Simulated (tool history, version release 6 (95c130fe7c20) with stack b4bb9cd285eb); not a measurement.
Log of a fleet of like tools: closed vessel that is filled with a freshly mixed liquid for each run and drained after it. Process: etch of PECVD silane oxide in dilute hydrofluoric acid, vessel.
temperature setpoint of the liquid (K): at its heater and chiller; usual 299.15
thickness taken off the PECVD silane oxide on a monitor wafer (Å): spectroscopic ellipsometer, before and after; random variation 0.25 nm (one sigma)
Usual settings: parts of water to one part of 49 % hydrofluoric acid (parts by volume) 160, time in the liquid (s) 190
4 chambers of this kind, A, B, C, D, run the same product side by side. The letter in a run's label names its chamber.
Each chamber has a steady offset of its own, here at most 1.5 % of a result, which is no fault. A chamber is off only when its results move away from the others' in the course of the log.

run   hour  temperature setpoint of the liquid (K)  parts of water to one part of 49 % hydrofluoric acid (parts by volume)  time in the liquid (s)  hours since the thermometer was replaced  hours since the hydrofluoric acid flow meter was replaced  read-back film thickness of the PECVD silane oxide reference wafer, read on the same gauge (nm)  thickness taken off the PECVD silane oxide on a monitor wafer (Å)
 1D    8.2                                  299.15                                                                     160                     190                                    2235.1                                                     1441.3                                                                                           79.992                                                             282.81
 2A   16.2                                  299.15                                                                     160                     190                                     191.2                                                      152.4                                                                                           79.993                                                             287.55
 3C   21.4                                  299.15                                                                     160                     190                                     988.3                                                      160.3                                                                                           79.996                                                             289.40
 4B   28.5                                  299.15                                                                     160                     190                                     933.5                                                      359.7                                                                                           79.999                                                             286.78
 5C   33.9                                  299.15                                                                     160                     190                                    1000.8                                                      172.8                                                                                           80.006                                                             292.52
 6B   40.6                                  299.15                                                                     160                     190                                     945.6                                                      371.8                                                                                           79.990                                                             284.77
 7D   46.9                                  299.15                                                                     160                     190                                    2273.8                                                     1480.0                                                                                           79.998                                                             279.51
 8A   52.8                                  299.15                                                                     160                     190                                     227.8                                                      189.0                                                                                           79.993                                                             289.36
 9B   60.6                                  299.15                                                                     160                     190                                     965.6                                                      391.8                                                                                           79.987                                                             285.11
10C   66.6                                  299.15                                                                     160                     190                                    1033.5                                                      205.5                                                                                           79.996                                                             292.66
11A   70.5                                  301.65                                                                     235                     190                                     245.5                                                      206.7                                                                                           80.008                                                             196.25
12D   75.0                                  301.65                                                                     235                     190                                    2301.9                                                     1508.1                                                                                           80.002                                                             189.19
13C   81.3                                  301.65                                                                     235                     190                                    1048.2                                                      220.2                                                                                           80.005                                                             196.04
14D   89.5                                  301.65                                                                     235                     190                                    2316.4                                                     1522.6                                                                                           79.990                                                             192.12
15B   94.6                                  299.15                                                                     160                     190                                     999.6                                                      425.8                                                                                           79.999                                                             284.45
16A  102.6                                  299.15                                                                     160                     190                                     277.6                                                      238.8                                                                                           79.999                                                             282.71
17C  106.3                                  299.15                                                                     160                     190                                    1073.2                                                      245.2                                                                                           80.009                                                             286.33
18A  111.1                                  299.15                                                                     160                     255                                     286.1                                                      247.3                                                                                           80.011                                                             388.72
19B  119.5                                  299.15                                                                     160                     255                                    1024.5                                                      450.7                                                                                           79.993                                                             379.35
20D  124.4                                  299.15                                                                     160                     255                                    2351.3                                                     1557.5                                                                                           79.991                                                             361.92
21C  130.3                                  299.15                                                                     160                     255                                    1097.2                                                      269.2                                                                                           80.009                                                             389.96
22D  135.2                                  299.15                                                                     160                     190                                    2362.1                                                     1568.3                                                                                           80.015                                                             272.34
23B  140.4                                  299.15                                                                     160                     190                                    1045.4                                                      471.6                                                                                           79.972                                                             286.25
24A  145.4                                  299.15                                                                     160                     190                                     320.4                                                      281.6                                                                                           80.009                                                             284.89
25D  151.1                                  299.15                                                                     160                     190                                    2378.0                                                     1584.2                                                                                           79.983                                                             271.53
26B  154.8                                  299.15                                                                     160                     190                                    1059.8                                                      486.0                                                                                           79.992                                                             284.67
     163.0  -- chamber C: thermometer replaced
27A  163.2                                  299.15                                                                     160                     190                                     338.2                                                      299.4                                                                                           80.005                                                             288.53
28C  167.0                                  299.15                                                                     160                     190                                       4.0                                                      305.9                                                                                           80.006                                                             291.71
29A  171.8                                  299.15                                                                     160                     190                                     346.8                                                      308.0                                                                                           79.997                                                             285.21
     175.2  -- chamber D: thermometer replaced
30D  176.6                                  299.15                                                                     160                     190                                       1.5                                                     1609.7                                                                                           79.981                                                             262.39
31B  182.6                                  299.15                                                                     160                     190                                    1087.6                                                      513.8                                                                                           80.008                                                             284.66
32C  190.4                                  299.15                                                                     160                     190                                      27.4                                                      329.3                                                                                           80.003                                                             290.20
33D  197.1                                  299.15                                                                     160                     190                                      22.0                                                     1630.2                                                                                           79.988                                                             261.83
34A  201.0                                  299.15                                                                     160                     190                                     376.0                                                      337.2                                                                                           79.992                                                             288.54
35C  205.3                                  299.15                                                                     160                     190                                      42.3                                                      344.2                                                                                           80.004                                                             287.68
36B  209.9                                  299.15                                                                     160                     190                                    1114.9                                                      541.1                                                                                           80.001                                                             283.66

All 4 chambers run these settings next. Forecast each chamber's results:
37A  216.0                                  302.65                                                                     160                     190                                                                                                                                                                                                                                                                        ?
37B  216.0                                  302.65                                                                     160                     190                                                                                                                                                                                                                                                                        ?
37C  216.0                                  302.65                                                                     160                     190                                                                                                                                                                                                                                                                        ?
37D  216.0                                  302.65                                                                     160                     190                                                                                                                                                                                                                                                                        ?

run  thickness taken off the PECVD silane oxide on a monitor wafer (Å)
37A                                                             324.34
37B                                                             323.31
37C                                                             331.19
37D                                                             296.89

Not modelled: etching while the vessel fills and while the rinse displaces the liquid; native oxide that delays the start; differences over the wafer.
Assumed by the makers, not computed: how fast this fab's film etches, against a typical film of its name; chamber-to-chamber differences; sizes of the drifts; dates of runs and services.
